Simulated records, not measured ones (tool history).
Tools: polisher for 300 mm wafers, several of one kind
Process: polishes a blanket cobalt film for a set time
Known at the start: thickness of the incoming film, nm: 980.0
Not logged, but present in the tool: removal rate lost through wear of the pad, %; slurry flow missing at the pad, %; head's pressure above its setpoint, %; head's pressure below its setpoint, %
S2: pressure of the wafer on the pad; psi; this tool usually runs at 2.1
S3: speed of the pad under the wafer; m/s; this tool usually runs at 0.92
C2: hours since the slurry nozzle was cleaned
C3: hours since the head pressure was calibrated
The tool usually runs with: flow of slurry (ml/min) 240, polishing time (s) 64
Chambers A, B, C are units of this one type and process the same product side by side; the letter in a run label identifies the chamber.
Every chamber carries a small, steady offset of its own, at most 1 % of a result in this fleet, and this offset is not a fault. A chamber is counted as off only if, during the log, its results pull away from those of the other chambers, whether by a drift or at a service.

{"run": "1A", "hour": 5.3, "flow of slurry (ml/min)": 240, "S2": 2.1, "S3": 0.92, "polishing time (s)": 64, "wafers polished on this pad": 201, "C2": 84.4, "C3": 620.9, "film removed (angstrom)": 3019.5}
{"hour": 13.1, "done": "chamber A: head pressure recalibrated"}
{"run": "2B", "hour": 15.2, "flow of slurry (ml/min)": 240, "S2": 2.1, "S3": 0.92, "polishing time (s)": 64, "wafers polished on this pad": 331, "C2": 114.1, "C3": 699.6, "film removed (angstrom)": 3054.8}
{"run": "3C", "hour": 25.7, "flow of slurry (ml/min)": 240, "S2": 2.1, "S3": 0.92, "polishing time (s)": 64, "wafers polished on this pad": 388, "C2": 223.4, "C3": 734.5, "film removed (angstrom)": 3033.7}
{"run": "4C", "hour": 31.7, "flow of slurry (ml/min)": 240, "S2": 2.1, "S3": 0.92, "polishing time (s)": 64, "wafers polished on this pad": 451, "C2": 229.4, "C3": 740.5, "film removed (angstrom)": 3020.6}
{"run": "5B", "hour": 41.7, "flow of slurry (ml/min)": 205, "S2": 2.1, "S3": 0.92, "polishing time (s)": 64, "wafers polished on this pad": 609, "C2": 140.6, "C3": 726.1, "film removed (angstrom)": 2923.3}
{"run": "6A", "hour": 46.9, "flow of slurry (ml/min)": 205, "S2": 2.1, "S3": 0.92, "polishing time (s)": 64, "wafers polished on this pad": 637, "C2": 126.0, "C3": 33.8, "film removed (angstrom)": 2964.8}
{"hour": 49.4, "done": "chamber B: worn pad replaced by a new one"}
{"run": "7A", "hour": 57.9, "flow of slurry (ml/min)": 205, "S2": 2.1, "S3": 0.92, "polishing time (s)": 64, "wafers polished on this pad": 753, "C2": 137.0, "C3": 44.8, "film removed (angstrom)": 2920.6}
{"run": "8C", "hour": 64.6, "flow of slurry (ml/min)": 240, "S2": 2.1, "S3": 0.92, "polishing time (s)": 64, "wafers polished on this pad": 796, "C2": 262.3, "C3": 773.4, "film removed (angstrom)": 2958.5}
{"run": "9B", "hour": 73.4, "flow of slurry (ml/min)": 240, "S2": 2.1, "S3": 0.92, "polishing time (s)": 64, "wafers polished on this pad": 252, "C2": 172.3, "C3": 757.8, "film removed (angstrom)": 3004.6}
{"hour": 77.9, "done": "chamber B: head pressure recalibrated"}
{"run": "10C", "hour": 80.1, "flow of slurry (ml/min)": 165, "S2": 2.1, "S3": 0.92, "polishing time (s)": 64, "wafers polished on this pad": 959, "C2": 277.8, "C3": 788.9, "film removed (angstrom)": 2879.5}
{"run": "11B", "hour": 85.8, "flow of slurry (ml/min)": 165, "S2": 2.1, "S3": 0.92, "polishing time (s)": 64, "wafers polished on this pad": 383, "C2": 184.7, "C3": 8.0, "film removed (angstrom)": 2799.3}
{"run": "12A", "hour": 96.3, "flow of slurry (ml/min)": 165, "S2": 2.1, "S3": 0.92, "polishing time (s)": 64, "wafers polished on this pad": 1156, "C2": 175.4, "C3": 83.2, "film removed (angstrom)": 2893.1}
{"hour": 97.3, "done": "chamber C: worn pad replaced by a new one"}
{"run": "13A", "hour": 105.9, "flow of slurry (ml/min)": 240, "S2": 2.1, "S3": 0.92, "polishing time (s)": 64, "wafers polished on this pad": 1257, "C2": 185.0, "C3": 92.8, "film removed (angstrom)": 2975.7}
{"hour": 112.8, "done": "chamber B: worn pad replaced by a new one"}
{"run": "14C", "hour": 114.4, "flow of slurry (ml/min)": 240, "S2": 2.1, "S3": 0.92, "polishing time (s)": 64, "wafers polished on this pad": 179, "C2": 312.1, "C3": 823.2, "film removed (angstrom)": 3000.7}
{"run": "15B", "hour": 121.4, "flow of slurry (ml/min)": 240, "S2": 2.1, "S3": 0.64, "polishing time (s)": 64, "wafers polished on this pad": 90, "C2": 220.3, "C3": 43.6, "film removed (angstrom)": 2089.4}
{"hour": 127.6, "done": "chamber C: slurry nozzle cleaned"}
{"run": "16A", "hour": 128.8, "flow of slurry (ml/min)": 240, "S2": 2.1, "S3": 0.64, "polishing time (s)": 64, "wafers polished on this pad": 1497, "C2": 207.9, "C3": 115.7, "film removed (angstrom)": 2029.5}
{"run": "17C", "hour": 135.8, "flow of slurry (ml/min)": 240, "S2": 2.1, "S3": 0.64, "polishing time (s)": 64, "wafers polished on this pad": 404, "C2": 8.2, "C3": 844.6, "film removed (angstrom)": 2168.5}
{"run": "18B", "hour": 141.6, "flow of slurry (ml/min)": 240, "S2": 2.1, "S3": 0.92, "polishing time (s)": 64, "wafers polished on this pad": 302, "C2": 240.5, "C3": 63.8, "film removed (angstrom)": 3046.9}
{"run": "19A", "hour": 152.3, "flow of slurry (ml/min)": 240, "S2": 2.1, "S3": 0.92, "polishing time (s)": 64, "wafers polished on this pad": 1744, "C2": 231.4, "C3": 139.2, "film removed (angstrom)": 2880.3}
{"run": "20C", "hour": 160.3, "flow of slurry (ml/min)": 240, "S2": 2.1, "S3": 1.22, "polishing time (s)": 54, "wafers polished on this pad": 661, "C2": 32.7, "C3": 869.1, "film removed (angstrom)": 3338.6}
{"run": "21B", "hour": 169.4, "flow of slurry (ml/min)": 240, "S2": 2.1, "S3": 1.22, "polishing time (s)": 54, "wafers polished on this pad": 594, "C2": 268.3, "C3": 91.6, "film removed (angstrom)": 3381.4}
{"run": "22C", "hour": 179.9, "flow of slurry (ml/min)": 240, "S2": 2.1, "S3": 1.22, "polishing time (s)": 54, "wafers polished on this pad": 867, "C2": 52.3, "C3": 888.7, "film removed (angstrom)": 3365.2}
{"run": "23B", "hour": 186.0, "flow of slurry (ml/min)": 240, "S2": 2.1, "S3": 0.92, "polishing time (s)": 64, "wafers polished on this pad": 768, "C2": 284.9, "C3": 108.2, "film removed (angstrom)": 2935.2}
{"hour": 192.0, "done": "chamber B: worn pad replaced by a new one"}
{"run": "24A", "hour": 192.2, "flow of slurry (ml/min)": 240, "S2": 2.1, "S3": 0.92, "polishing time (s)": 64, "wafers polished on this pad": 2163, "C2": 271.3, "C3": 179.1, "film removed (angstrom)": 2844.1}
{"hour": 194.3, "done": "chamber B: slurry nozzle cleaned"}
{"run": "25C", "hour": 200.5, "flow of slurry (ml/min)": 240, "S2": 2.7, "S3": 0.92, "polishing time (s)": 81, "wafers polished on this pad": 1083, "C2": 72.9, "C3": 909.3, "film removed (angstrom)": 5009.7}
{"run": "26B", "hour": 209.5, "flow of slurry (ml/min)": 240, "S2": 2.7, "S3": 0.92, "polishing time (s)": 81, "wafers polished on this pad": 184, "C2": 15.2, "C3": 131.7, "film removed (angstrom)": 4978.0}
{"run": "27A", "hour": 216.4, "flow of slurry (ml/min)": 240, "S2": 2.7, "S3": 0.92, "polishing time (s)": 81, "wafers polished on this pad": 2417, "C2": 295.5, "C3": 203.3, "film removed (angstrom)": 4425.3}
{"hour": 219.9, "done": "chamber C: worn pad replaced by a new one"}
{"run": "28B", "hour": 222.7, "flow of slurry (ml/min)": 240, "S2": 2.1, "S3": 0.92, "polishing time (s)": 64, "wafers polished on this pad": 322, "C2": 28.4, "C3": 144.9, "film removed (angstrom)": 3010.2}
{"run": "29C", "hour": 230.0, "flow of slurry (ml/min)": 240, "S2": 2.1, "S3": 0.92, "polishing time (s)": 64, "wafers polished on this pad": 106, "C2": 102.4, "C3": 938.8, "film removed (angstrom)": 2985.0}

For the next run the whole fleet of 3 chambers uses the same settings. Give each chamber's results:
{"run": "30A", "hour": 238.3, "flow of slurry (ml/min)": 240, "S2": 2.1, "S3": 0.76, "polishing time (s)": 64, "film removed (angstrom)": "?"}
{"run": "30B", "hour": 238.3, "flow of slurry (ml/min)": 240, "S2": 2.1, "S3": 0.76, "polishing time (s)": 64, "film removed (angstrom)": "?"}
{"run": "30C", "hour": 238.3, "flow of slurry (ml/min)": 240, "S2": 2.1, "S3": 0.76, "polishing time (s)": 64, "film removed (angstrom)": "?"}

run=30A film_removed_(angstrom)=2236.0
run=30B film_removed_(angstrom)=2439.4
run=30C film_removed_(angstrom)=2476.3
